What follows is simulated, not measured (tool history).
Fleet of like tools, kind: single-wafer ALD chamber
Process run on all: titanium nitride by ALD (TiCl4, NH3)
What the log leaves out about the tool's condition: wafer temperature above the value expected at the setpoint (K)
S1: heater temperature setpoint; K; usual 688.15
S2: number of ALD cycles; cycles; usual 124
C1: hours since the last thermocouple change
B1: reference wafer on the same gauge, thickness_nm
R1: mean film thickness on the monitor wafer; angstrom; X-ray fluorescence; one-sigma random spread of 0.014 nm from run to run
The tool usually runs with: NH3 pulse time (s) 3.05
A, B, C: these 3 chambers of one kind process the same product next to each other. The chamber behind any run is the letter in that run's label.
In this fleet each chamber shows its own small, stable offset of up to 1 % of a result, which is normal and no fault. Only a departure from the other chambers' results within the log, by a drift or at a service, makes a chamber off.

run 1C hour=5.6 | S1=688.15 S2=124 NH3_pulse_time_(s)=3.05 | C1=870.4 | B1=2.6207 | R1=27.7
run 2B hour=9.7 | S1=688.15 S2=124 NH3_pulse_time_(s)=3.05 | C1=605.4 | B1=2.6212 | R1=27.505
run 3A hour=15.7 | S1=688.15 S2=124 NH3_pulse_time_(s)=3.05 | C1=2199.4 | B1=2.6184 | R1=27.515
run 4B hour=20.1 | S1=688.15 S2=124 NH3_pulse_time_(s)=3.05 | C1=615.8 | B1=2.6199 | R1=27.681
run 5C hour=26.3 | S1=688.15 S2=124 NH3_pulse_time_(s)=3.05 | C1=891.1 | B1=2.6197 | R1=27.913
run 6A hour=30 | S1=688.15 S2=124 NH3_pulse_time_(s)=3.05 | C1=2213.7 | B1=2.6196 | R1=27.575
run 7A hour=34.4 | S1=688.15 S2=124 NH3_pulse_time_(s)=3.05 | C1=2218.1 | B1=2.6167 | R1=27.658
run 8C hour=40.1 | S1=688.15 S2=105 NH3_pulse_time_(s)=3.05 | C1=904.9 | B1=2.622 | R1=23.6
-- hour=40.3 chamber A: thermocouple changed; heater temperature recalibrated
run 9B hour=43 | S1=688.15 S2=105 NH3_pulse_time_(s)=3.05 | C1=638.7 | B1=2.623 | R1=23.415
run 10C hour=48.1 | S1=688.15 S2=105 NH3_pulse_time_(s)=3.05 | C1=912.9 | B1=2.6201 | R1=23.536
run 11B hour=54.2 | S1=688.15 S2=124 NH3_pulse_time_(s)=3.05 | C1=649.9 | B1=2.6217 | R1=27.687
run 12A hour=59 | S1=688.15 S2=124 NH3_pulse_time_(s)=3.05 | C1=18.7 | B1=2.6178 | R1=27.83
run 13B hour=64.7 | S1=688.15 S2=124 NH3_pulse_time_(s)=3.05 | C1=660.4 | B1=2.6208 | R1=27.546
run 14A hour=69.8 | S1=688.15 S2=124 NH3_pulse_time_(s)=3.05 | C1=29.5 | B1=2.619 | R1=27.592
run 15C hour=73.3 | S1=688.15 S2=113 NH3_pulse_time_(s)=3.05 | C1=938.1 | B1=2.6179 | R1=25.343
run 16B hour=77.8 | S1=688.15 S2=113 NH3_pulse_time_(s)=3.05 | C1=673.5 | B1=2.6174 | R1=25.315
run 17A hour=80.6 | S1=688.15 S2=113 NH3_pulse_time_(s)=3.05 | C1=40.3 | B1=2.6236 | R1=25.277
run 18C hour=85.2 | S1=688.15 S2=124 NH3_pulse_time_(s)=3.05 | C1=950 | B1=2.6196 | R1=27.739
run 19A hour=89.8 | S1=688.15 S2=124 NH3_pulse_time_(s)=3.05 | C1=49.5 | B1=2.6237 | R1=27.719
run 20C hour=96.2 | S1=688.15 S2=124 NH3_pulse_time_(s)=3.05 | C1=961 | B1=2.6213 | R1=27.583
run 21B hour=102 | S1=688.15 S2=124 NH3_pulse_time_(s)=3.05 | C1=697.7 | B1=2.6177 | R1=27.798
run 22B hour=107.9 | S1=688.15 S2=144 NH3_pulse_time_(s)=3.05 | C1=703.6 | B1=2.6191 | R1=32.296
run 23C hour=112.7 | S1=688.15 S2=144 NH3_pulse_time_(s)=3.05 | C1=977.5 | B1=2.6186 | R1=32.44
run 24A hour=116.1 | S1=688.15 S2=144 NH3_pulse_time_(s)=3.05 | C1=75.8 | B1=2.6187 | R1=32.049
run 25A hour=121.5 | S1=688.15 S2=124 NH3_pulse_time_(s)=3.05 | C1=81.2 | B1=2.6176 | R1=27.553
run 26B hour=126.8 | S1=688.15 S2=124 NH3_pulse_time_(s)=3.05 | C1=722.5 | B1=2.6194 | R1=27.677
run 27C hour=129.8 | S1=688.15 S2=124 NH3_pulse_time_(s)=3.05 | C1=994.6 | B1=2.6236 | R1=27.59
run 28A hour=132.7 | S1=688.15 S2=124 NH3_pulse_time_(s)=3.05 | C1=92.4 | B1=2.6228 | R1=27.909
run 29B hour=136.2 | S1=688.15 S2=124 NH3_pulse_time_(s)=3.05 | C1=731.9 | B1=2.6187 | R1=27.711
run 30C hour=142 | S1=688.15 S2=124 NH3_pulse_time_(s)=3.05 | C1=1006.8 | B1=2.6196 | R1=27.737
run 31C hour=146.9 | S1=688.15 S2=124 NH3_pulse_time_(s)=3.05 | C1=1011.7 | B1=2.6206 | R1=27.792
run 32A hour=152 | S1=688.15 S2=124 NH3_pulse_time_(s)=3.05 | C1=111.7 | B1=2.6227 | R1=27.797
run 33B hour=158.2 | S1=688.15 S2=124 NH3_pulse_time_(s)=3.05 | C1=753.9 | B1=2.6221 | R1=27.629

Is one chamber out of step, is the gauge drifting, or do the chambers differ by no more than their own small offsets? For an off chamber, give its letter and the likeliest cause.

Nothing is wrong: each chamber keeps only its own small, steady offset and the gauge holds still.
